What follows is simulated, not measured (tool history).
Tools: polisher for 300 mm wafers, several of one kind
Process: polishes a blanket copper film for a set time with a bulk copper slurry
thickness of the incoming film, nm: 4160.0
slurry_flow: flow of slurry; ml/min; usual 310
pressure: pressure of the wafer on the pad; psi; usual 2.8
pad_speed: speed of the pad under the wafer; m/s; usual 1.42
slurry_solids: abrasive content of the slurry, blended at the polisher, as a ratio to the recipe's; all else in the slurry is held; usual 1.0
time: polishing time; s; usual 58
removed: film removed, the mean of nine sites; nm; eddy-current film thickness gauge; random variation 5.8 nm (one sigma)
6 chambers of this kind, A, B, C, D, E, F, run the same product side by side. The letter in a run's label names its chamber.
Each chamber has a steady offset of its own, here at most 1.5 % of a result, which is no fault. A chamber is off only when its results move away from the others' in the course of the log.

run   hour  slurry_flow  pressure  pad_speed  slurry_solids  time  wafers polished on this pad  hours since the slurry nozzle was cleaned  hours since the head pressure was calibrated  hours since the slurry blender was calibrated  removed
 1A    7.2          310       2.8       1.42            1.0    58                          556                                      244.1                                         101.6                                          157.2   611.44
      14.6  -- chamber A: worn pad replaced by a new one
 2F   17.6          310       2.8       1.42            1.0    58                          836                                      150.6                                         171.9                                          346.6   619.86
      19.0  -- chamber F: worn pad replaced by a new one
      21.8  -- chamber C: slurry blender recalibrated
 3D   28.4          310       2.8       1.42            1.0    58                         1033                                      401.3                                         419.2                                           65.9   616.67
 4C   36.9          310       2.8       1.42            1.0    58                          524                                      133.5                                         312.6                                           15.1   609.95
 5E   43.6          310       2.0       1.78            1.0    58                         1101                                      403.9                                         411.8                                          330.2   557.30
      45.8  -- chamber E: worn pad replaced by a new one
      45.9  -- chamber C: worn pad replaced by a new one
      48.9  -- chamber B: worn pad replaced by a new one
 6B   52.6          310       2.0       1.78            1.0    58                           43                                      205.8                                         721.3                                          198.6   539.35
 7C   59.2          310       2.0       1.78            1.0    58                          152                                      155.8                                         334.9                                           37.4   535.24
 8F   66.8          310       2.0       1.78            1.0    58                          545                                      199.8                                         221.1                                          395.8   540.67
      68.6  -- chamber A: slurry nozzle cleaned
      70.0  -- chamber D: worn pad replaced by a new one
      71.9  -- chamber A: worn pad replaced by a new one
 9D   76.4          310       2.0       1.78            1.0    58                           73                                      449.3                                         467.2                                          113.9   549.88
10A   84.3          310       2.0       1.78            1.0    58                          141                                       15.7                                         178.7                                          234.3   543.37
      87.0  -- chamber C: slurry nozzle cleaned
      88.8  -- chamber F: worn pad replaced by a new one
11B   89.7          310       2.8       1.42            1.0    58                          466                                      242.9                                         758.4                                          235.7   615.63
      90.0  -- chamber A: slurry blender recalibrated
      94.9  -- chamber E: slurry blender recalibrated
12E   96.0          310       2.8       1.42            1.0    58                          572                                      456.3                                         464.2                                            1.1   619.71
13D  104.5          310       2.8       1.42            1.0    58                          393                                      477.4                                         495.3                                          142.0   611.26
     108.9  -- chamber C: worn pad replaced by a new one
14E  112.9          310       2.8       1.42            1.0    58                          765                                      473.2                                         481.1                                           18.0   615.76
15F  118.3          310       2.8       1.42            1.0    58                          337                                      251.3                                         272.6                                          447.3   617.88
     124.7  -- chamber A: worn pad replaced by a new one
16B  125.7          310       2.8       1.42            1.0    58                          876                                      278.9                                         794.4                                          271.7   606.74
     131.2  -- chamber F: slurry blender recalibrated
     134.8  -- chamber E: worn pad replaced by a new one
17A  136.4          310       2.8       1.42            1.0    58                          134                                       67.8                                         230.8                                           46.5   614.53
     136.9  -- chamber C: slurry blender recalibrated
     139.2  -- chamber C: head pressure recalibrated
18C  142.7          310       2.8       1.42            1.0    58                          385                                       55.8                                           3.5                                            5.9   561.87
     144.7  -- chamber B: worn pad replaced by a new one
19F  151.0          310       2.8       1.42            1.0    58                          710                                      284.0                                         305.3                                           19.9   604.95
     155.7  -- chamber F: worn pad replaced by a new one
20C  155.9          310       2.8       1.42            1.0    58                          536                                       69.0                                          16.7                                           19.1   571.75
     159.8  -- chamber D: slurry blender recalibrated
     159.9  -- chamber F: slurry nozzle cleaned
     162.1  -- chamber C: worn pad replaced by a new one
21A  162.5          310       2.8       1.42            1.0    58                          432                                       93.9                                         256.9                                           72.6   620.31
22D  173.1          310       2.8       1.42            1.0    58                         1176                                      546.0                                         563.9                                           13.4   616.03
     177.7  -- chamber D: head pressure recalibrated
23E  180.2          310       2.8       1.42            0.9    65                          518                                      540.5                                         548.4                                           85.3   659.00
     181.4  -- chamber D: slurry nozzle cleaned
     186.6  -- chamber D: worn pad replaced by a new one
24B  189.0          310       2.8       1.42            0.9    65                          505                                      342.2                                         857.7                                          335.0   667.30
     192.7  -- chamber A: worn pad replaced by a new one
25C  198.4          310       2.8       1.42            0.9    65                          415                                      111.5                                          59.2                                           61.6   630.80
26F  208.5          310       2.8       1.42            0.9    65                          602                                       48.6                                         362.8                                           77.4   672.06
     208.6  -- chamber B: slurry blender recalibrated
27B  217.5          310       2.8       1.42            0.9    65                          830                                      370.7                                         886.2                                            8.9   652.29
     222.6  -- chamber E: slurry nozzle cleaned
     227.1  -- chamber C: worn pad replaced by a new one
28D  227.7          310       2.8       1.42            0.9    65                          469                                       46.3                                          50.0                                           68.0   657.89
     228.8  -- chamber F: worn pad replaced by a new one
     232.1  -- chamber A: head pressure recalibrated
29A  234.0          310       2.8       1.42            1.0    58                          471                                      165.4                                           1.9                                          144.1   614.53
     235.8  -- chamber E: worn pad replaced by a new one
30E  243.2          310       2.8       1.42            1.0    51                           84                                       20.6                                         611.4                                          148.3   539.10
31C  249.1          310       2.8       1.42            1.0    51                          251                                      162.2                                         109.9                                          112.3   494.13
     249.5  -- chamber B: worn pad replaced by a new one
     251.8  -- chamber A: worn pad replaced by a new one
32E  259.4          310       2.8       1.42            1.0    51                          269                                       36.8                                         627.6                                          164.5   529.09
     260.5  -- chamber C: slurry blender recalibrated
     264.5  -- chamber C: slurry nozzle cleaned
33B  264.7          310       2.8       1.42            1.0    51                          173                                      417.9                                         933.4                                           56.1   526.15
     265.8  -- chamber F: head pressure recalibrated
34A  271.8          310       2.8       1.42            1.0    51                          229                                      203.2                                          39.7                                          181.9   550.98
35D  277.2          310       2.8       1.42            1.0    51                         1033                                       95.8                                          99.5                                          117.5   546.59
36F  284.6          310       2.8       1.42            1.0    58                          637                                      124.7                                          18.8                                          153.5   609.15
     285.3  -- chamber C: worn pad replaced by a new one
     292.0  -- chamber D: worn pad replaced by a new one
37C  292.9          310       2.8       1.42            1.0    58                           87                                       28.5                                         153.7                                           32.4   581.30
38D  300.9          310       2.8       1.42            1.0    58                          101                                      119.5                                         123.2                                          141.2   604.99

What goes on in this fleet: one chamber off, a drifting gauge, or nothing beyond the chambers' own small offsets? Name the chamber and the cause, if any.

A service left chamber C off against the others.
Cause: head's pressure below its setpoint, % = 5.25.

Here are 4 candidates for chamber C's next run, each the usual settings with a change, their results left as question marks. Which one brings its results back in line with what the others give on the usual settings?
In line means no further than this from the other chambers' mean on the usual settings: removed 21.00 nm
39C-1  308.6          310       2.9       1.42            1.0    60                                                                                                                                                                             ?
39C-2  308.6          310       2.9       1.48            1.0    61                                                                                                                                                                             ?
39C-3  308.6          310       2.7       1.38            1.0    58                                                                                                                                                                             ?
39C-4  308.6          310       2.8       1.42            1.0    51                                                                                                                                                                             ?

The other chambers' mean on the usual settings: removed 609.78 nm
  run  removed
39C-1   610.56
39C-2   646.72
39C-3   534.17
39C-4   501.08
39C-1 brings the chamber back in line.
